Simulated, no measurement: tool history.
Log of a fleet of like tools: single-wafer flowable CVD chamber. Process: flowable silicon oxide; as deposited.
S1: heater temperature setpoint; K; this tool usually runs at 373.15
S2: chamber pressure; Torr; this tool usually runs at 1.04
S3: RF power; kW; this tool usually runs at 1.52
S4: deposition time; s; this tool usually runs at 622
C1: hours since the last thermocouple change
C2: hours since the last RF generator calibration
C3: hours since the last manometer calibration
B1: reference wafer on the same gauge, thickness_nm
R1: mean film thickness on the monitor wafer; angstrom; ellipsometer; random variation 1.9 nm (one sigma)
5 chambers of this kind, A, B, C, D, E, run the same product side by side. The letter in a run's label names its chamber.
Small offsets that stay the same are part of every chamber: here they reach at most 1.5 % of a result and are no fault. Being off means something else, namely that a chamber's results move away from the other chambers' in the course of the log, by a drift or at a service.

Run 1C, hour 11.4: usual settings; C1 109.3; C2 377.5; C3 498.3; B1 520.12. Result: R1 4817.9 angstrom.
Run 2D, hour 19: usual settings; C1 1864.8; C2 866.1; C3 1243.5; B1 519.5. Result: R1 4893.7 angstrom.
At hour 25.6: chamber D: capacitance manometer re-zeroed and calibrated.
Run 3B, hour 28.1: usual settings; C1 1662.2; C2 557.2; C3 323.8; B1 520.49. Result: R1 4852.5 angstrom.
Run 4E, hour 40.3: usual settings; C1 181.7; C2 425.7; C3 892; B1 520.26. Result: R1 4893.5 angstrom.
Run 5A, hour 53.7: usual settings; C1 79.6; C2 304.2; C3 2014.6; B1 519.81. Result: R1 4882.5 angstrom.
Run 6E, hour 66: usual settings; C1 207.4; C2 451.4; C3 917.7; B1 520.17. Result: R1 4836.2 angstrom.
At hour 67.8: chamber A: capacitance manometer re-zeroed and calibrated.
Run 7C, hour 77.4: usual settings; C1 175.3; C2 443.5; C3 564.3; B1 519.93. Result: R1 4822.3 angstrom.
Run 8B, hour 91.2: usual settings but S1 361.15 K, S3 1.33 kW; C1 1725.3; C2 620.3; C3 386.9; B1 519.74. Result: R1 6812.7 angstrom.
Run 9D, hour 100.2: usual settings but S1 361.15 K, S3 1.33 kW; C1 1946; C2 947.3; C3 74.6; B1 519.68. Result: R1 6909.4 angstrom.
At hour 108.5: chamber B: thermocouple changed; heater temperature recalibrated.
Run 10A, hour 111.2: usual settings but S1 361.15 K, S3 1.33 kW; C1 137.1; C2 361.7; C3 43.5; B1 519.81. Result: R1 6895.8 angstrom.
Run 11E, hour 124: usual settings but S1 361.15 K, S3 1.33 kW; C1 265.4; C2 509.4; C3 975.7; B1 520.43. Result: R1 6853.2 angstrom.
Run 12A, hour 135.5: usual settings but S1 361.15 K, S3 1.33 kW; C1 161.4; C2 386; C3 67.8; B1 520.08. Result: R1 6867.9 angstrom.
Run 13B, hour 141.9: usual settings; C1 33.5; C2 671; C3 437.6; B1 520.04. Result: R1 5026.8 angstrom.
Run 14D, hour 151.9: usual settings; C1 1997.7; C2 999; C3 126.3; B1 520.1. Result: R1 4832.6 angstrom.
Run 15C, hour 165.4: usual settings but S4 501 s; C1 263.3; C2 531.5; C3 652.3; B1 520.47. Result: R1 3921.4 angstrom.
Run 16C, hour 177.4: usual settings but S4 501 s; C1 275.3; C2 543.5; C3 664.3; B1 519.58. Result: R1 3890.1 angstrom.
Run 17A, hour 186.7: usual settings but S4 501 s; C1 212.6; C2 437.2; C3 119; B1 520.36. Result: R1 3934.2 angstrom.
Run 18B, hour 193.5: usual settings but S4 501 s; C1 85.1; C2 722.6; C3 489.2; B1 520.32. Result: R1 4053.1 angstrom.
Run 19E, hour 207: usual settings but S4 501 s; C1 348.4; C2 592.4; C3 1058.7; B1 520.08. Result: R1 3915.7 angstrom.
Run 20D, hour 218: usual settings; C1 2063.8; C2 1065.1; C3 192.4; B1 520.2. Result: R1 4871.2 angstrom.
Run 21B, hour 229.4: usual settings; C1 121; C2 758.5; C3 525.1; B1 520.26. Result: R1 5022.5 angstrom.
Run 22D, hour 243.4: usual settings; C1 2089.2; C2 1090.5; C3 217.8; B1 519.66. Result: R1 4846.8 angstrom.
Run 23A, hour 252.9: usual settings; C1 278.8; C2 503.4; C3 185.2; B1 519.76. Result: R1 4881.5 angstrom.
Run 24E, hour 259.5: usual settings but S2 0.95 Torr, S4 726 s; C1 400.9; C2 644.9; C3 1111.2; B1 519.91. Result: R1 5073.4 angstrom.
Run 25C, hour 267.8: usual settings but S2 0.95 Torr, S4 726 s; C1 365.7; C2 633.9; C3 754.7; B1 519.37. Result: R1 5076.7 angstrom.
Run 26D, hour 280.8: usual settings but S2 0.95 Torr, S4 726 s; C1 2126.6; C2 1127.9; C3 255.2; B1 520.08. Result: R1 5136.3 angstrom.
Run 27E, hour 287.5: usual settings but S2 0.95 Torr, S4 726 s; C1 428.9; C2 672.9; C3 1139.2; B1 519.91. Result: R1 5085.2 angstrom.
Run 28C, hour 294.3: usual settings but S2 0.95 Torr, S4 726 s; C1 392.2; C2 660.4; C3 781.2; B1 519.44. Result: R1 5056 angstrom.
Run 29B, hour 306.4: usual settings; C1 198; C2 835.5; C3 602.1; B1 519.74. Result: R1 5005 angstrom.
Run 30A, hour 314.7: usual settings; C1 340.6; C2 565.2; C3 247; B1 519.93. Result: R1 4874.5 angstrom.
Run 31D, hour 325.5: usual settings; C1 2171.3; C2 1172.6; C3 299.9; B1 519.81. Result: R1 4871.3 angstrom.

Next, all 5 chambers run the settings below, one line each with question marks for the results. What does each chamber give?
Run 32A, hour 335.9: usual settings. Result: R1 ?.
Run 32B, hour 335.9: usual settings. Result: R1 ?.
Run 32C, hour 335.9: usual settings. Result: R1 ?.
Run 32D, hour 335.9: usual settings. Result: R1 ?.
Run 32E, hour 335.9: usual settings. Result: R1 ?.

run      R1
32A  4917.1
32B  5030.6
32C  4864.6
32D  4861.2
32E  4855.4

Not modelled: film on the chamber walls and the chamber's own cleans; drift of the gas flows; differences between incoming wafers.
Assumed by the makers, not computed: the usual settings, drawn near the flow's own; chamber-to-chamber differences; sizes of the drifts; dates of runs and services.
